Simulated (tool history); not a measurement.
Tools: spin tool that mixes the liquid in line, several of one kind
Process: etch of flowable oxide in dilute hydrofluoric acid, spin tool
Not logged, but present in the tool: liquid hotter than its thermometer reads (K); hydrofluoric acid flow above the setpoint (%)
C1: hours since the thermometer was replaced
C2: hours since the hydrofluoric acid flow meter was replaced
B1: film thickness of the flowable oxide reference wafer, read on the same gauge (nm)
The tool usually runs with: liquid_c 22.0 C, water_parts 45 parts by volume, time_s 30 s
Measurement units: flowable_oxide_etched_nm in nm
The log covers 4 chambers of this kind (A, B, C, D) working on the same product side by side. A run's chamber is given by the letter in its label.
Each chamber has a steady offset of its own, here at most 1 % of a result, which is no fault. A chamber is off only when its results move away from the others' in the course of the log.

{"run": "1D", "hour": 6.4, "liquid_c": 22.0, "water_parts": 45, "time_s": 30, "C1": 222.6, "C2": 860.3, "B1": 40.022, "flowable_oxide_etched_nm": 39.003}
{"run": "2C", "hour": 13.8, "liquid_c": 22.0, "water_parts": 45, "time_s": 30, "C1": 240.4, "C2": 1696.7, "B1": 39.959, "flowable_oxide_etched_nm": 38.832}
{"run": "3B", "hour": 20.2, "liquid_c": 22.0, "water_parts": 45, "time_s": 30, "C1": 767.1, "C2": 706.4, "B1": 40.021, "flowable_oxide_etched_nm": 39.195}
{"run": "4A", "hour": 28.4, "liquid_c": 22.0, "water_parts": 45, "time_s": 30, "C1": 755.9, "C2": 468.0, "B1": 39.98, "flowable_oxide_etched_nm": 38.81}
{"run": "5B", "hour": 35.4, "liquid_c": 22.0, "water_parts": 45, "time_s": 30, "C1": 782.3, "C2": 721.6, "B1": 39.989, "flowable_oxide_etched_nm": 38.511}
{"run": "6D", "hour": 43.7, "liquid_c": 18.5, "water_parts": 45, "time_s": 20, "C1": 259.9, "C2": 897.6, "B1": 39.969, "flowable_oxide_etched_nm": 22.0}
{"run": "7C", "hour": 48.5, "liquid_c": 18.5, "water_parts": 45, "time_s": 20, "C1": 275.1, "C2": 1731.4, "B1": 39.981, "flowable_oxide_etched_nm": 22.602}
{"run": "8A", "hour": 56.9, "liquid_c": 18.5, "water_parts": 45, "time_s": 20, "C1": 784.4, "C2": 496.5, "B1": 40.041, "flowable_oxide_etched_nm": 22.916}
{"run": "9C", "hour": 64.0, "liquid_c": 18.5, "water_parts": 45, "time_s": 20, "C1": 290.6, "C2": 1746.9, "B1": 39.973, "flowable_oxide_etched_nm": 22.399}
{"run": "10D", "hour": 69.7, "liquid_c": 24.5, "water_parts": 45, "time_s": 25, "C1": 285.9, "C2": 923.6, "B1": 40.008, "flowable_oxide_etched_nm": 35.841}
{"run": "11A", "hour": 78.3, "liquid_c": 24.5, "water_parts": 45, "time_s": 25, "C1": 805.8, "C2": 517.9, "B1": 39.987, "flowable_oxide_etched_nm": 35.876}
{"run": "12B", "hour": 86.6, "liquid_c": 24.5, "water_parts": 45, "time_s": 25, "C1": 833.5, "C2": 772.8, "B1": 39.978, "flowable_oxide_etched_nm": 35.926}
{"run": "13A", "hour": 94.4, "liquid_c": 24.5, "water_parts": 45, "time_s": 25, "C1": 821.9, "C2": 534.0, "B1": 39.99, "flowable_oxide_etched_nm": 36.085}
{"run": "14B", "hour": 104.0, "liquid_c": 22.0, "water_parts": 45, "time_s": 30, "C1": 850.9, "C2": 790.2, "B1": 39.985, "flowable_oxide_etched_nm": 38.849}
{"run": "15D", "hour": 112.7, "liquid_c": 22.0, "water_parts": 45, "time_s": 30, "C1": 328.9, "C2": 966.6, "B1": 40.002, "flowable_oxide_etched_nm": 39.139}
{"run": "16C", "hour": 119.9, "liquid_c": 22.0, "water_parts": 45, "time_s": 30, "C1": 346.5, "C2": 1802.8, "B1": 39.986, "flowable_oxide_etched_nm": 39.235}
{"run": "17B", "hour": 127.8, "liquid_c": 22.0, "water_parts": 45, "time_s": 30, "C1": 874.7, "C2": 814.0, "B1": 39.99, "flowable_oxide_etched_nm": 38.143}
{"run": "18D", "hour": 137.4, "liquid_c": 23.5, "water_parts": 45, "time_s": 30, "C1": 353.6, "C2": 991.3, "B1": 40.023, "flowable_oxide_etched_nm": 41.384}
{"run": "19A", "hour": 145.2, "liquid_c": 23.5, "water_parts": 45, "time_s": 30, "C1": 872.7, "C2": 584.8, "B1": 39.997, "flowable_oxide_etched_nm": 41.659}
{"run": "20C", "hour": 154.9, "liquid_c": 23.5, "water_parts": 45, "time_s": 30, "C1": 381.5, "C2": 1837.8, "B1": 39.98, "flowable_oxide_etched_nm": 41.719}
{"run": "21C", "hour": 159.5, "liquid_c": 23.5, "water_parts": 45, "time_s": 30, "C1": 386.1, "C2": 1842.4, "B1": 40.01, "flowable_oxide_etched_nm": 42.725}
{"run": "22A", "hour": 167.8, "liquid_c": 20.5, "water_parts": 45, "time_s": 30, "C1": 895.3, "C2": 607.4, "B1": 39.997, "flowable_oxide_etched_nm": 35.89}
{"run": "23D", "hour": 176.7, "liquid_c": 20.5, "water_parts": 45, "time_s": 30, "C1": 392.9, "C2": 1030.6, "B1": 39.997, "flowable_oxide_etched_nm": 36.489}
{"run": "24B", "hour": 182.0, "liquid_c": 20.5, "water_parts": 45, "time_s": 30, "C1": 928.9, "C2": 868.2, "B1": 39.999, "flowable_oxide_etched_nm": 36.182}
{"run": "25D", "hour": 190.4, "liquid_c": 20.5, "water_parts": 45, "time_s": 30, "C1": 406.6, "C2": 1044.3, "B1": 39.983, "flowable_oxide_etched_nm": 36.748}
{"run": "26C", "hour": 195.8, "liquid_c": 22.0, "water_parts": 45, "time_s": 30, "C1": 422.4, "C2": 1878.7, "B1": 39.991, "flowable_oxide_etched_nm": 39.108}
{"run": "27B", "hour": 202.4, "liquid_c": 22.0, "water_parts": 45, "time_s": 30, "C1": 949.3, "C2": 888.6, "B1": 40.047, "flowable_oxide_etched_nm": 38.818}
{"run": "28A", "hour": 208.8, "liquid_c": 22.0, "water_parts": 45, "time_s": 30, "C1": 936.3, "C2": 648.4, "B1": 39.96, "flowable_oxide_etched_nm": 38.683}
{"run": "29D", "hour": 217.8, "liquid_c": 22.0, "water_parts": 45, "time_s": 30, "C1": 434.0, "C2": 1071.7, "B1": 39.962, "flowable_oxide_etched_nm": 38.294}
{"run": "30A", "hour": 223.4, "liquid_c": 22.0, "water_parts": 45, "time_s": 30, "C1": 950.9, "C2": 663.0, "B1": 40.03, "flowable_oxide_etched_nm": 38.929}
{"run": "31C", "hour": 227.8, "liquid_c": 24.0, "water_parts": 40, "time_s": 30, "C1": 454.4, "C2": 1910.7, "B1": 39.975, "flowable_oxide_etched_nm": 48.311}
{"run": "32B", "hour": 234.9, "liquid_c": 24.0, "water_parts": 40, "time_s": 30, "C1": 981.8, "C2": 921.1, "B1": 39.973, "flowable_oxide_etched_nm": 47.961}
{"run": "33D", "hour": 240.7, "liquid_c": 24.0, "water_parts": 40, "time_s": 30, "C1": 456.9, "C2": 1094.6, "B1": 40.012, "flowable_oxide_etched_nm": 47.817}
{"run": "34A", "hour": 246.6, "liquid_c": 24.0, "water_parts": 40, "time_s": 30, "C1": 974.1, "C2": 686.2, "B1": 39.983, "flowable_oxide_etched_nm": 48.219}
{"run": "35C", "hour": 255.9, "liquid_c": 22.0, "water_parts": 45, "time_s": 40, "C1": 482.5, "C2": 1938.8, "B1": 39.993, "flowable_oxide_etched_nm": 51.348}
{"run": "36B", "hour": 260.2, "liquid_c": 22.0, "water_parts": 45, "time_s": 40, "C1": 1007.1, "C2": 946.4, "B1": 40.003, "flowable_oxide_etched_nm": 52.448}
{"run": "37C", "hour": 268.8, "liquid_c": 22.0, "water_parts": 45, "time_s": 40, "C1": 495.4, "C2": 1951.7, "B1": 40.0, "flowable_oxide_etched_nm": 52.422}
{"run": "38A", "hour": 273.0, "liquid_c": 22.0, "water_parts": 45, "time_s": 40, "C1": 1000.5, "C2": 712.6, "B1": 39.963, "flowable_oxide_etched_nm": 52.639}
{"run": "39D", "hour": 279.0, "liquid_c": 22.0, "water_parts": 45, "time_s": 30, "C1": 495.2, "C2": 1132.9, "B1": 40.015, "flowable_oxide_etched_nm": 38.783}
{"run": "40B", "hour": 283.2, "liquid_c": 22.0, "water_parts": 45, "time_s": 30, "C1": 1030.1, "C2": 969.4, "B1": 39.999, "flowable_oxide_etched_nm": 38.932}
{"run": "41D", "hour": 291.6, "liquid_c": 22.0, "water_parts": 45, "time_s": 30, "C1": 507.8, "C2": 1145.5, "B1": 40.021, "flowable_oxide_etched_nm": 38.819}
{"run": "42C", "hour": 297.2, "liquid_c": 22.0, "water_parts": 45, "time_s": 30, "C1": 523.8, "C2": 1980.1, "B1": 39.965, "flowable_oxide_etched_nm": 39.074}
{"run": "43B", "hour": 303.2, "liquid_c": 20.0, "water_parts": 45, "time_s": 40, "C1": 1050.1, "C2": 989.4, "B1": 40.032, "flowable_oxide_etched_nm": 47.872}

Predict what each chamber gives when all 4 of them run the settings below next.
{"run": "44A", "hour": 310.1, "liquid_c": 22.0, "water_parts": 45, "time_s": 30, "flowable_oxide_etched_nm": "?"}
{"run": "44B", "hour": 310.1, "liquid_c": 22.0, "water_parts": 45, "time_s": 30, "flowable_oxide_etched_nm": "?"}
{"run": "44C", "hour": 310.1, "liquid_c": 22.0, "water_parts": 45, "time_s": 30, "flowable_oxide_etched_nm": "?"}
{"run": "44D", "hour": 310.1, "liquid_c": 22.0, "water_parts": 45, "time_s": 30, "flowable_oxide_etched_nm": "?"}

run=44A flowable_oxide_etched_nm=39.327
run=44B flowable_oxide_etched_nm=38.652
run=44C flowable_oxide_etched_nm=39.403
run=44D flowable_oxide_etched_nm=38.446

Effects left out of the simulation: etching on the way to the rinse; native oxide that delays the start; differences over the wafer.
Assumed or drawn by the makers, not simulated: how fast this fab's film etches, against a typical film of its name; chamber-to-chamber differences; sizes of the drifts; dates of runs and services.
